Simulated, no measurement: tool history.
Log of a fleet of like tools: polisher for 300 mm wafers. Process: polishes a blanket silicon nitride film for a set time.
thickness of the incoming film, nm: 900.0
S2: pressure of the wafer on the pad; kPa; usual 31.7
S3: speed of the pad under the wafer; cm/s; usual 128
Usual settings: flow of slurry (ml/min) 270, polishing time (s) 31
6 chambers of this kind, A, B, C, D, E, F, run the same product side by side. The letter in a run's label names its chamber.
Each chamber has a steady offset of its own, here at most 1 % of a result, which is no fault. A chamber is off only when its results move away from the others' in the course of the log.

-- day=0.075 chamber B: slurry nozzle cleaned
run 1D day=0.121 | flow_of_slurry_(ml/min)=270 S2=31.7 S3=128 polishing_time_(s)=31 | film_removed_(Å)=792.64
run 2E day=0.312 | flow_of_slurry_(ml/min)=270 S2=31.7 S3=128 polishing_time_(s)=31 | film_removed_(Å)=778.82
-- day=0.45 chamber C: worn pad replaced by a new one
-- day=0.462 chamber F: worn pad replaced by a new one
run 3C day=0.554 | flow_of_slurry_(ml/min)=270 S2=31.7 S3=128 polishing_time_(s)=31 | film_removed_(Å)=785.19
run 4A day=0.767 | flow_of_slurry_(ml/min)=270 S2=31.7 S3=128 polishing_time_(s)=31 | film_removed_(Å)=793.82
run 5B day=0.908 | flow_of_slurry_(ml/min)=270 S2=31.7 S3=128 polishing_time_(s)=31 | film_removed_(Å)=776.26
run 6F day=1.138 | flow_of_slurry_(ml/min)=270 S2=31.7 S3=128 polishing_time_(s)=31 | film_removed_(Å)=796.65
-- day=1.3 chamber B: worn pad replaced by a new one
run 7C day=1.346 | flow_of_slurry_(ml/min)=270 S2=31.7 S3=128 polishing_time_(s)=31 | film_removed_(Å)=778.07
run 8E day=1.533 | flow_of_slurry_(ml/min)=220 S2=31.7 S3=128 polishing_time_(s)=27 | film_removed_(Å)=663.52
run 9D day=1.7 | flow_of_slurry_(ml/min)=220 S2=31.7 S3=128 polishing_time_(s)=27 | film_removed_(Å)=668.74
run 10F day=1.921 | flow_of_slurry_(ml/min)=220 S2=31.7 S3=128 polishing_time_(s)=27 | film_removed_(Å)=675.12
run 11A day=2.075 | flow_of_slurry_(ml/min)=220 S2=31.7 S3=128 polishing_time_(s)=27 | film_removed_(Å)=672.64
run 12B day=2.354 | flow_of_slurry_(ml/min)=220 S2=31.7 S3=128 polishing_time_(s)=27 | film_removed_(Å)=666.06
run 13F day=2.6 | flow_of_slurry_(ml/min)=220 S2=31.7 S3=128 polishing_time_(s)=27 | film_removed_(Å)=682.56
-- day=2.733 chamber A: worn pad replaced by a new one
run 14C day=2.838 | flow_of_slurry_(ml/min)=270 S2=31.7 S3=128 polishing_time_(s)=31 | film_removed_(Å)=786.03
run 15E day=2.988 | flow_of_slurry_(ml/min)=270 S2=31.7 S3=128 polishing_time_(s)=31 | film_removed_(Å)=794.18
run 16B day=3.129 | flow_of_slurry_(ml/min)=185 S2=31.7 S3=128 polishing_time_(s)=41 | film_removed_(Å)=988.47
-- day=3.233 chamber C: head pressure recalibrated
-- day=3.242 chamber B: head pressure recalibrated
run 17A day=3.379 | flow_of_slurry_(ml/min)=185 S2=31.7 S3=128 polishing_time_(s)=41 | film_removed_(Å)=986.04
-- day=3.396 chamber E: worn pad replaced by a new one
run 18D day=3.596 | flow_of_slurry_(ml/min)=185 S2=31.7 S3=128 polishing_time_(s)=41 | film_removed_(Å)=991.35
run 19B day=3.767 | flow_of_slurry_(ml/min)=185 S2=31.7 S3=128 polishing_time_(s)=41 | film_removed_(Å)=926.46
run 20C day=3.908 | flow_of_slurry_(ml/min)=185 S2=31.7 S3=128 polishing_time_(s)=41 | film_removed_(Å)=981.82
-- day=4.133 chamber B: worn pad replaced by a new one
run 21F day=4.146 | flow_of_slurry_(ml/min)=185 S2=31.7 S3=128 polishing_time_(s)=41 | film_removed_(Å)=1004.9
run 22D day=4.396 | flow_of_slurry_(ml/min)=270 S2=31.7 S3=128 polishing_time_(s)=31 | film_removed_(Å)=786.05
-- day=4.571 chamber E: slurry nozzle cleaned
run 23A day=4.575 | flow_of_slurry_(ml/min)=270 S2=31.7 S3=128 polishing_time_(s)=31 | film_removed_(Å)=788.79
run 24E day=4.7 | flow_of_slurry_(ml/min)=270 S2=31.7 S3=128 polishing_time_(s)=31 | film_removed_(Å)=786.99
run 25A day=4.867 | flow_of_slurry_(ml/min)=270 S2=31.7 S3=128 polishing_time_(s)=31 | film_removed_(Å)=782.08
run 26E day=5.146 | flow_of_slurry_(ml/min)=270 S2=31.7 S3=128 polishing_time_(s)=31 | film_removed_(Å)=778.95
-- day=5.229 chamber F: worn pad replaced by a new one
-- day=5.321 chamber D: worn pad replaced by a new one
run 27B day=5.412 | flow_of_slurry_(ml/min)=270 S2=31.7 S3=128 polishing_time_(s)=31 | film_removed_(Å)=739.89
-- day=5.538 chamber A: head pressure recalibrated
run 28C day=5.542 | flow_of_slurry_(ml/min)=270 S2=31.7 S3=128 polishing_time_(s)=31 | film_removed_(Å)=786.16
run 29F day=5.75 | flow_of_slurry_(ml/min)=270 S2=31.7 S3=128 polishing_time_(s)=31 | film_removed_(Å)=794.95
run 30D day=5.946 | flow_of_slurry_(ml/min)=270 S2=31.7 S3=128 polishing_time_(s)=25 | film_removed_(Å)=632.6
-- day=5.996 chamber D: head pressure recalibrated
-- day=6.083 chamber E: head pressure recalibrated
run 31C day=6.225 | flow_of_slurry_(ml/min)=270 S2=31.7 S3=128 polishing_time_(s)=25 | film_removed_(Å)=627.51
-- day=6.242 chamber E: worn pad replaced by a new one
-- day=6.35 chamber F: head pressure recalibrated
run 32F day=6.504 | flow_of_slurry_(ml/min)=270 S2=31.7 S3=128 polishing_time_(s)=25 | film_removed_(Å)=637.1
-- day=6.542 chamber A: worn pad replaced by a new one
run 33D day=6.762 | flow_of_slurry_(ml/min)=270 S2=31.7 S3=128 polishing_time_(s)=25 | film_removed_(Å)=633.95
-- day=6.975 chamber B: worn pad replaced by a new one
run 34E day=7.021 | flow_of_slurry_(ml/min)=270 S2=31.7 S3=128 polishing_time_(s)=25 | film_removed_(Å)=631.77
run 35B day=7.283 | flow_of_slurry_(ml/min)=270 S2=31.7 S3=128 polishing_time_(s)=25 | film_removed_(Å)=592.22
run 36A day=7.442 | flow_of_slurry_(ml/min)=270 S2=31.7 S3=92 polishing_time_(s)=23 | film_removed_(Å)=456.31
run 37F day=7.671 | flow_of_slurry_(ml/min)=270 S2=31.7 S3=92 polishing_time_(s)=23 | film_removed_(Å)=448.63
run 38C day=7.933 | flow_of_slurry_(ml/min)=270 S2=31.7 S3=92 polishing_time_(s)=23 | film_removed_(Å)=449.65
-- day=7.971 chamber D: slurry nozzle cleaned
run 39D day=8.167 | flow_of_slurry_(ml/min)=270 S2=31.7 S3=92 polishing_time_(s)=23 | film_removed_(Å)=448.9
run 40B day=8.396 | flow_of_slurry_(ml/min)=270 S2=31.7 S3=92 polishing_time_(s)=23 | film_removed_(Å)=424.94
run 41A day=8.546 | flow_of_slurry_(ml/min)=270 S2=31.7 S3=92 polishing_time_(s)=23 | film_removed_(Å)=448.35
run 42E day=8.783 | flow_of_slurry_(ml/min)=270 S2=31.7 S3=128 polishing_time_(s)=31 | film_removed_(Å)=783.53

Is one chamber off against the others, does the gauge drift, or is nothing wrong? If a chamber is off, say which, and what the likeliest cause is.

A service left chamber B off against the others.
Cause: head's pressure below its setpoint, % = 5.16.

Here are 4 candidates for chamber B's next run, each the usual settings with a change, their results left as question marks. Which one brings its results back in line with what the others give on the usual settings?
In line means no further than this from the other chambers' mean on the usual settings: film removed (Å) 20
run 43B-1 day=8.983 | flow_of_slurry_(ml/min)=270 S2=31 S3=128 polishing_time_(s)=31 | film_removed_(Å)=?
run 43B-2 day=8.983 | flow_of_slurry_(ml/min)=165 S2=31.7 S3=128 polishing_time_(s)=31 | film_removed_(Å)=?
run 43B-3 day=8.983 | flow_of_slurry_(ml/min)=270 S2=31.7 S3=130 polishing_time_(s)=31 | film_removed_(Å)=?
run 43B-4 day=8.983 | flow_of_slurry_(ml/min)=275 S2=31.7 S3=138 polishing_time_(s)=31 | film_removed_(Å)=?

The other chambers' mean on the usual settings: film removed (Å) 784.82
run=43B-1 film_removed_(Å)=720.95
run=43B-2 film_removed_(Å)=690.77
run=43B-3 film_removed_(Å)=746.04
run=43B-4 film_removed_(Å)=784.12
43B-4 brings the chamber back in line.
